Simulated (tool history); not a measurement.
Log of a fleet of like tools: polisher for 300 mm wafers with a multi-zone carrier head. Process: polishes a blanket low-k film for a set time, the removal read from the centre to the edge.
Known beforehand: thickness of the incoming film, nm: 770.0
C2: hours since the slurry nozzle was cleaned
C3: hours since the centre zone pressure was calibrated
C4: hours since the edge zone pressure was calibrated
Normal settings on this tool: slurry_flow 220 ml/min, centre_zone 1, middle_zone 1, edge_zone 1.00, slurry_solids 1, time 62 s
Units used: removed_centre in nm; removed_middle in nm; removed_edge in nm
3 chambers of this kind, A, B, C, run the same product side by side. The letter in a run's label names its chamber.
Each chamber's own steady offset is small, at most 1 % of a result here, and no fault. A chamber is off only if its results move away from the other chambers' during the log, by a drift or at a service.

Run 1A, hour 6.8: usual settings; wafers polished on this pad 245; C2 563.1; C3 117.8; C4 660.1. Result: removed_centre 23.201 nm, removed_middle 22.479 nm, removed_edge 22.867 nm.
At hour 13.1: chamber B: edge zone pressure recalibrated.
Run 2B, hour 18.4: usual settings; wafers polished on this pad 517; C2 405.8; C3 784.0; C4 5.4. Result: removed_centre 23.311 nm, removed_middle 22.994 nm, removed_edge 22.409 nm.
Run 3C, hour 26.5: usual settings; wafers polished on this pad 395; C2 160.3; C3 454.7; C4 832.9. Result: removed_centre 22.994 nm, removed_middle 22.492 nm, removed_edge 22.768 nm.
Run 4B, hour 37.0: usual settings; wafers polished on this pad 707; C2 424.4; C3 802.6; C4 24.0. Result: removed_centre 23.333 nm, removed_middle 22.834 nm, removed_edge 22.580 nm.
Run 5C, hour 46.2: usual settings; wafers polished on this pad 596; C2 180.0; C3 474.4; C4 852.6. Result: removed_centre 22.849 nm, removed_middle 22.724 nm, removed_edge 22.596 nm.
At hour 49.5: chamber C: worn pad replaced by a new one.
Run 6A, hour 54.1: usual settings; wafers polished on this pad 727; C2 610.4; C3 165.1; C4 707.4. Result: removed_centre 23.247 nm, removed_middle 22.681 nm, removed_edge 23.230 nm.
Run 7C, hour 60.2: usual settings; wafers polished on this pad 109; C2 194.0; C3 488.4; C4 866.6. Result: removed_centre 22.991 nm, removed_middle 22.810 nm, removed_edge 22.795 nm.
Run 8A, hour 66.5: usual settings but edge_zone 0.93; wafers polished on this pad 853; C2 622.8; C3 177.5; C4 719.8. Result: removed_centre 22.969 nm, removed_middle 22.841 nm, removed_edge 22.030 nm.
Run 9B, hour 79.0: usual settings but edge_zone 0.93; wafers polished on this pad 1135; C2 466.4; C3 844.6; C4 66.0. Result: removed_centre 22.795 nm, removed_middle 22.881 nm, removed_edge 22.140 nm.
Run 10C, hour 89.2: usual settings but edge_zone 0.93; wafers polished on this pad 404; C2 223.0; C3 517.4; C4 895.6. Result: removed_centre 22.530 nm, removed_middle 22.777 nm, removed_edge 21.732 nm.
At hour 94.8: chamber A: worn pad replaced by a new one.
Run 11A, hour 95.6: usual settings; wafers polished on this pad 8; C2 651.9; C3 206.6; C4 748.9. Result: removed_centre 22.582 nm, removed_middle 22.784 nm, removed_edge 23.000 nm.
At hour 99.6: chamber B: worn pad replaced by a new one.
Run 12B, hour 107.1: usual settings but edge_zone 0.96, time 47 s; wafers polished on this pad 76; C2 494.5; C3 872.7; C4 94.1. Result: removed_centre 17.147 nm, removed_middle 17.174 nm, removed_edge 16.809 nm.
At hour 108.0: chamber C: worn pad replaced by a new one.
At hour 111.0: chamber A: slurry nozzle cleaned.
Run 13A, hour 113.8: usual settings but edge_zone 0.96, time 47 s; wafers polished on this pad 194; C2 2.9; C3 224.8; C4 767.1. Result: removed_centre 17.499 nm, removed_middle 17.341 nm, removed_edge 17.133 nm.
Run 14B, hour 121.5: usual settings but edge_zone 0.96, time 47 s; wafers polished on this pad 223; C2 508.9; C3 887.1; C4 108.5. Result: removed_centre 16.578 nm, removed_middle 16.786 nm, removed_edge 16.528 nm.
Run 15C, hour 128.4: usual settings; wafers polished on this pad 207; C2 262.2; C3 556.6; C4 934.8. Result: removed_centre 22.708 nm, removed_middle 22.740 nm, removed_edge 22.852 nm.
Run 16C, hour 138.2: usual settings; wafers polished on this pad 307; C2 272.0; C3 566.4; C4 944.6. Result: removed_centre 22.664 nm, removed_middle 22.727 nm, removed_edge 22.824 nm.
Run 17A, hour 150.0: usual settings; wafers polished on this pad 563; C2 39.1; C3 261.0; C4 803.3. Result: removed_centre 23.125 nm, removed_middle 22.788 nm, removed_edge 23.065 nm.
Run 18B, hour 162.7: usual settings; wafers polished on this pad 643; C2 550.1; C3 928.3; C4 149.7. Result: removed_centre 21.687 nm, removed_middle 21.689 nm, removed_edge 22.012 nm.
Run 19B, hour 169.1: usual settings; wafers polished on this pad 708; C2 556.5; C3 934.7; C4 156.1. Result: removed_centre 21.277 nm, removed_middle 21.545 nm, removed_edge 21.939 nm.
At hour 170.9: chamber C: worn pad replaced by a new one.
Run 20A, hour 181.2: usual settings; wafers polished on this pad 880; C2 70.3; C3 292.2; C4 834.5. Result: removed_centre 22.876 nm, removed_middle 22.739 nm, removed_edge 22.968 nm.
Run 21C, hour 188.4: usual settings; wafers polished on this pad 178; C2 322.2; C3 616.6; C4 994.8. Result: removed_centre 22.600 nm, removed_middle 22.683 nm, removed_edge 22.915 nm.

Is one chamber off against the others, does the gauge drift, or is nothing wrong? If a chamber is off, say which, and what the likeliest cause is.

Little by little, chamber B moves away from the other chambers.
Most likely cause: slurry flow missing at the pad, % = 36.6.

Below are 4 candidate recipes for chamber B's next run, each the usual settings with a change, their results shown as question marks. Which of them brings B's results back in line with what the other chambers give on the usual settings?
To be in line, a result may differ from the other chambers' mean on the usual settings by at most: removed_centre 1.200 nm; removed_middle 0.490 nm; removed_edge 0.730 nm
Run 22B-1, hour 197.6: usual settings but centre_zone 0.99, time 60 s. Result: removed_centre ?, removed_middle ?, removed_edge ?.
Run 22B-2, hour 197.6: usual settings but slurry_flow 225 ml/min, centre_zone 1.02, time 66 s. Result: removed_centre ?, removed_middle ?, removed_edge ?.
Run 22B-3, hour 197.6: usual settings but slurry_flow 215 ml/min, centre_zone 0.98, time 58 s. Result: removed_centre ?, removed_middle ?, removed_edge ?.
Run 22B-4, hour 197.6: usual settings but centre_zone 1.01, time 64 s. Result: removed_centre ?, removed_middle ?, removed_edge ?.

On the usual settings, the other chambers give on average: removed_centre 22.802 nm; removed_middle 22.666 nm; removed_edge 22.887 nm
  run  removed_centre  removed_middle  removed_edge
22B-1          19.762          20.560        20.853
22B-2          22.578          22.715        23.012
22B-3          18.790          19.781        20.090
22B-4          21.547          21.928        22.243
22B-2 is the one that brings the chamber's results back in line with the other chambers.
